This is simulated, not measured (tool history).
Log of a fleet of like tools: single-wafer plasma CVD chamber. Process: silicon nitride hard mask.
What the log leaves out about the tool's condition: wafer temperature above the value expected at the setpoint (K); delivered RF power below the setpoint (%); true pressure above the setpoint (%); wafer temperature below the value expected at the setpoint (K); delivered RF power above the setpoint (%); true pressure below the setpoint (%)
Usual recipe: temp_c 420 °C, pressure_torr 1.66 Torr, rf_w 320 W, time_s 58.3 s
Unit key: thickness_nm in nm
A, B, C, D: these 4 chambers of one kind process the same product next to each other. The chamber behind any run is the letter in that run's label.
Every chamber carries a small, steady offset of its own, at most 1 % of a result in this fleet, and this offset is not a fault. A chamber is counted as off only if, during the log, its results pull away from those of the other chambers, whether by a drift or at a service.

run	hour	temp_c	pressure_torr	rf_w	time_s	hours since the last thermocouple change	hours since the last RF generator calibration	hours since the last manometer calibration	read-back reference wafer on the same gauge, thickness_nm	thickness_nm
1C	5	420	1.66	320	58.3	2435.7	393.5	1152.2	59.599	70.455
2D	12.4	420	1.66	320	58.3	1407.7	1972.1	1256.9	59.613	70.447
3B	19.3	420	1.66	320	58.3	1232.7	203.5	1461.2	59.576	69.707
4A	27.2	420	1.66	320	58.3	275.6	1548.8	1104.6	59.606	70.226
5A	33.3	420	1.66	265	58.3	281.7	1554.9	1110.7	59.611	61.851
6C	37.9	420	1.66	265	58.3	2468.6	426.4	1185.1	59.601	62.138
7B	42.8	420	1.66	265	58.3	1256.2	227	1484.7	59.583	61.411
8D	50.7	420	1.66	265	58.3	1446	2010.4	1295.2	59.57	62.331
9A	56.6	420	1.66	320	58.3	305	1578.2	1134	59.576	70.376
10B	62	420	1.66	320	58.3	1275.4	246.2	1503.9	59.578	70.145
11C	69.6	407	1.66	270	58.3	2500.3	458.1	1216.8	59.579	63.439
12D	77.6	407	1.66	270	58.3	1472.9	2037.3	1322.1	59.642	63.406
13B	84.8	407	1.66	270	58.3	1298.2	269	1526.7	59.578	62.387
14C	91	407	1.66	270	58.3	2521.7	479.5	1238.2	59.589	63.223
# hour 93.2: chamber D: capacitance manometer re-zeroed and calibrated
# hour 94.7: chamber A: capacitance manometer re-zeroed and calibrated
15D	94.7	420	1.66	320	58.3	1490	2054.4	1.6	59.596	69.078
16A	101.7	420	1.66	320	58.3	350.1	1623.3	7	59.649	70.244
17A	107.8	420	1.66	320	58.3	356.2	1629.4	13.1	59.607	70.132
18C	113.8	420	1.66	320	47	2544.5	502.3	1261	59.617	57.01
19D	117.4	420	1.66	320	47	1512.7	2077.1	24.3	59.607	55.789
# hour 123.1: chamber D: thermocouple changed; heater temperature recalibrated
20B	124	420	1.66	320	47	1337.4	308.2	1565.9	59.62	56.346
21B	130	420	1.66	320	47	1343.4	314.2	1571.9	59.589	56.11
22C	135.4	420	1.66	320	58.3	2566.1	523.9	1282.6	59.598	70.679
23D	140.4	420	1.66	320	58.3	17.3	2100.1	47.3	59.592	68.947
24A	147.1	420	1.66	320	58.3	395.5	1668.7	52.4	59.572	69.882

For the next run the whole fleet of 4 chambers uses the same settings. Give each chamber's results:
25A	153.1	420	1.66	295	58.3					?
25B	153.1	420	1.66	295	58.3					?
25C	153.1	420	1.66	295	58.3					?
25D	153.1	420	1.66	295	58.3					?

run	thickness_nm
25A	66.52
25B	66.165
25C	66.743
25D	65.67
